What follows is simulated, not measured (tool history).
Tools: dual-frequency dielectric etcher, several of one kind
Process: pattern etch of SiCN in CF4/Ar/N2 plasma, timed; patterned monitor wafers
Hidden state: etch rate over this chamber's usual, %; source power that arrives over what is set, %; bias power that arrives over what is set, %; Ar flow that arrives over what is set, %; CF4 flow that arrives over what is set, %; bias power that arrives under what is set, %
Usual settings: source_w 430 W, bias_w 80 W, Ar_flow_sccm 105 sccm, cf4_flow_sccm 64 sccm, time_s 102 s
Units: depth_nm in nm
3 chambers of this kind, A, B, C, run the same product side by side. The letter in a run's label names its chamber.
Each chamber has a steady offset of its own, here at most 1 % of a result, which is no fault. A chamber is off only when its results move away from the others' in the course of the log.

run	day	source_w	bias_w	Ar_flow_sccm	cf4_flow_sccm	time_s	hours since the last wet clean	hours since the last source power generator calibration	hours since the last bias power generator calibration	hours since the last Ar flow controller change	hours since the last CF4 flow controller change	read-back reference wafer on the same gauge, depth_nm	depth_nm
1B	0.25	430	80	105	64	102	176.8	2207	2418.1	4164.4	2312.3	80.549	85.556
2A	0.508	430	80	105	64	102	410.2	3095.4	1099.5	3383.5	1922.4	80.508	85.791
3C	0.817	430	80	105	64	102	44.5	492	1123.8	3219.1	179.5	80.475	85.76
4C	0.971	430	80	105	64	102	48.2	495.7	1127.5	3222.8	183.2	80.495	85.755
5A	1.129	430	80	105	64	102	425.1	3110.3	1114.4	3398.4	1937.3	80.571	85.775
6B	1.388	430	80	105	64	102	204.1	2234.3	2445.4	4191.7	2339.6	80.472	85.347
7B	1.546	430	80	105	64	102	207.9	2238.1	2449.2	4195.5	2343.4	80.516	85.107
8A	1.867	430	80	105	64	102	442.8	3128	1132.1	3416.1	1955	80.521	86.565
9C	2.125	430	80	105	64	102	75.9	523.4	1155.2	3250.5	210.9	80.504	85.684
10B	2.429	430	80	105	64	102	229.1	2259.3	2470.4	4216.7	2364.6	80.456	85.117
11C	2.638	430	80	105	64	102	88.2	535.7	1167.5	3262.8	223.2	80.493	85.485
12A	2.975	430	80	105	64	102	469.4	3154.6	1158.7	3442.7	1981.6	80.528	86.809
13A	3.304	430	80	105	64	102	477.3	3162.5	1166.6	3450.6	1989.5	80.481	86.835
14B	3.633	430	80	105	64	102	258	2288.2	2499.3	4245.6	2393.5	80.536	85.22
15C	3.958	360	80	105	64	102	119.9	567.4	1199.2	3294.5	254.9	80.507	73.87
16B	4.292	360	80	105	64	102	273.8	2304	2515.1	4261.4	2409.3	80.505	73.303
17A	4.562	360	80	105	64	102	507.5	3192.7	1196.8	3480.8	2019.7	80.521	75.276
18C	4.779	430	80	105	64	102	139.6	587.1	1218.9	3314.2	274.6	80.545	85.71
19B	4.929	430	80	105	64	102	289.1	2319.3	2530.4	4276.7	2424.6	80.479	85.578
20A	5.196	430	80	105	64	102	522.7	3207.9	1212	3496	2034.9	80.514	87.828
21C	5.488	430	80	105	64	102	156.6	604.1	1235.9	3331.2	291.6	80.555	86.135
22A	5.733	430	80	105	64	102	535.6	3220.8	1224.9	3508.9	2047.8	80.569	88.03
23C	6.033	430	80	105	64	102	169.7	617.2	1249	3344.3	304.7	80.518	85.94
24B	6.275	430	80	105	64	102	321.4	2351.6	2562.7	4309	2456.9	80.511	85.003

What goes on in this fleet: one chamber off, a drifting gauge, or nothing beyond the chambers' own small offsets? Name the chamber and the cause, if any.

Chamber A drifts away from the others.
Cause: source power that arrives over what is set, % = 4.
The log may not tell that from: etch rate over this chamber's usual, %.

Here are 4 candidates for chamber A's next run, each the usual settings with a change, their results left as question marks. Which one brings its results back in line with what the others give on the usual settings?
In line means no further than this from the other chambers' mean on the usual settings: depth_nm 0.77 nm
25A-1	6.517	430	80	105	64	105.5							?
25A-2	6.517	440	81	104	64	107							?
25A-3	6.517	430	80	105	52	102							?
25A-4	6.517	420	80	105	64	97							?

The other chambers' mean on the usual settings: depth_nm 85.666 nm
run	depth_nm
25A-1	91.644
25A-2	95.375
25A-3	85.843
25A-4	82.564
25A-3 brings the chamber back in line.
